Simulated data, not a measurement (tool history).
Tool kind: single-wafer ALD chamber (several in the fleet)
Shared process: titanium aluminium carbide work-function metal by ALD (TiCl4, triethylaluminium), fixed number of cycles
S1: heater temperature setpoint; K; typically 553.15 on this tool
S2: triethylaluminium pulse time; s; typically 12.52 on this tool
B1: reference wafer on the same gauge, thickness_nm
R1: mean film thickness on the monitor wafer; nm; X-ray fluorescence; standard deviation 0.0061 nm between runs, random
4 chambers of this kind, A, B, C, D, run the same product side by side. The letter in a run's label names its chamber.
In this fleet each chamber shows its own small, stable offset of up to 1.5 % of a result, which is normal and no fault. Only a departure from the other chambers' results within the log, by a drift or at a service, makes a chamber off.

run   hour      S1     S2      B1      R1
 1B    9.8  553.15  12.52  1.5201  1.8387
 2A   16.4  553.15  12.52  1.5198  1.8676
 3D   24.6  553.15  12.52  1.5214  1.8554
 4C   35.2  553.15  12.52  1.5189  1.8613
 5A   43.1  553.15  12.52  1.5196  1.8678
 6B   52.4  553.15  12.52  1.5194  1.8437
 7C   60.5  553.15  12.52  1.5191  1.8709
 8D   65.6  553.15  12.52  1.5192  1.8601
 9A   75.0  553.15  12.52  1.5193  1.8521
10C   85.1  553.15  12.52  1.5192  1.8604
11B   95.2  553.15  12.52  1.5187  1.8384
12D  100.0  553.15  12.52  1.5205  1.8636
13A  107.0  553.15  12.52  1.5196  1.8665
14C  116.1  553.15  12.52  1.5199  1.8686
15B  123.2  553.15  12.52  1.5205  1.8382
16D  130.7  560.15  14.14  1.5210  1.9428
17B  136.5  560.15  14.14  1.5200  1.9081
18C  142.1  560.15  14.14  1.5197  1.9396
19A  149.2  560.15  14.14  1.5204  1.9410
20D  158.1  553.15  12.52  1.5210  1.8572
21A  166.8  553.15  12.52  1.5191  1.8590
22C  174.3  553.15  12.52  1.5196  1.8630
23B  179.3  553.15  12.52  1.5205  1.8304
     183.4  -- chamber B: triethylaluminium bottle replaced
24D  184.8  553.15  12.52  1.5205  1.8546
25B  192.6  545.15  15.94  1.5197  1.7907
26A  197.3  545.15  15.94  1.5205  1.8062
27D  202.5  545.15  15.94  1.5187  1.8169
28C  211.4  545.15  15.94  1.5201  1.8108
29B  218.0  553.15  12.52  1.5191  1.8479
30C  227.6  553.15  12.52  1.5193  1.8672
31D  232.8  553.15  12.52  1.5183  1.8507
32A  240.1  553.15  12.52  1.5196  1.8443
33A  245.6  558.15  12.52  1.5196  1.8692
34D  256.0  558.15  12.52  1.5189  1.9089
35B  266.4  558.15  12.52  1.5201  1.8814
36C  274.3  558.15  12.52  1.5194  1.9168
37B  280.6  553.15  12.52  1.5190  1.8374
38A  285.8  553.15  12.52  1.5205  1.8175
39C  292.1  553.15  12.52  1.5205  1.8653
40D  302.0  553.15  12.52  1.5196  1.8653
41A  307.5  553.15  12.52  1.5202  1.8131

Each of the 4 chambers runs these same settings next. Fill in every chamber's results:
42A  315.3  553.15  12.52       ?
42B  315.3  553.15  12.52       ?
42C  315.3  553.15  12.52       ?
42D  315.3  553.15  12.52       ?

run      R1
42A  1.8024
42B  1.8390
42C  1.8590
42D  1.8554

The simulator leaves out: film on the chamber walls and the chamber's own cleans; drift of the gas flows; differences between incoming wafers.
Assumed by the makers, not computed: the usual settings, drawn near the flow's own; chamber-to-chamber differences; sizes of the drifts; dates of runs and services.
